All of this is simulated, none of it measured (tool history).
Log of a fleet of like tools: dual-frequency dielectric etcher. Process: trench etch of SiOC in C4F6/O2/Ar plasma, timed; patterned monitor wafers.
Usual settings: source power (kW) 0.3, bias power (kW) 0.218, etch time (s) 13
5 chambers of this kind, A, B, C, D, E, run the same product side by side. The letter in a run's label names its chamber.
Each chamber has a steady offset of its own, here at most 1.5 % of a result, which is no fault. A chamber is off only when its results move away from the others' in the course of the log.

run	day	source power (kW)	bias power (kW)	etch time (s)	read-back reference wafer on the same gauge, depth_nm	mean etch depth across the wafer (angstrom)
1D	0.242	0.3	0.218	13	21.006	257.65
2A	0.438	0.3	0.218	13	21.014	257.06
3B	0.629	0.3	0.218	13	21.014	256.58
4C	0.938	0.3	0.218	13	21.008	255.22
5E	1.138	0.3	0.218	13	21.018	257.13
6B	1.338	0.3	0.218	13	21.018	257
7D	1.554	0.3	0.218	13	21.022	257.84
8A	1.871	0.3	0.218	13	21.017	258.53
9C	2.171	0.3	0.218	13	21.028	254.76
10E	2.475	0.3	0.218	13	21.026	256.97
11A	2.742	0.3	0.218	13	21.039	258.25
12E	3.021	0.3	0.218	13	21.033	257.24
13C	3.238	0.3	0.218	13	21.043	254.9
14B	3.467	0.3	0.218	13	21.045	257.21
15D	3.646	0.3	0.218	13	21.045	258.49
16C	3.871	0.3	0.218	13	21.05	254.83
17A	4.067	0.3	0.218	13	21.051	258.24
# day 4.154: chamber E: wet clean of the chamber
# day 4.304: chamber E: source power generator calibrated
18B	4.383	0.3	0.218	13	21.06	256.91
19E	4.704	0.3	0.218	13	21.056	256.57
20D	4.942	0.3	0.218	13	21.062	258.5
21C	5.112	0.3	0.218	13	21.061	255.49
22A	5.392	0.3	0.218	13	21.061	258.03
23E	5.546	0.3	0.218	13	21.068	257.2
24D	5.692	0.3	0.218	13	21.074	258.53
25B	6	0.3	0.218	13	21.073	257.18
26A	6.162	0.3	0.218	13	21.069	258.39
# day 6.304: chamber B: wet clean of the chamber
27E	6.383	0.3	0.218	13	21.084	256.94
28D	6.708	0.3	0.218	13	21.089	258.77
29C	6.862	0.3	0.218	13	21.085	255.76
30B	7.088	0.3	0.218	13	21.087	257.78
31D	7.408	0.3	0.218	13	21.091	258.9
32A	7.733	0.3	0.218	13	21.098	258.49
33E	7.888	0.26	0.178	13	21.098	227.72
34C	8.129	0.26	0.178	13	21.106	226.07
35B	8.35	0.26	0.178	13	21.103	228.33
36A	8.504	0.26	0.178	13	21.109	229.94

Next, every chamber runs the same settings. What will each give?
37A	8.742	0.3	0.184	13		?
37B	8.742	0.3	0.184	13		?
37C	8.742	0.3	0.184	13		?
37D	8.742	0.3	0.184	13		?
37E	8.742	0.3	0.184	13		?

run	mean etch depth across the wafer (angstrom)
37A	244.94
37B	244.09
37C	241.4
37D	244.96
37E	243.63
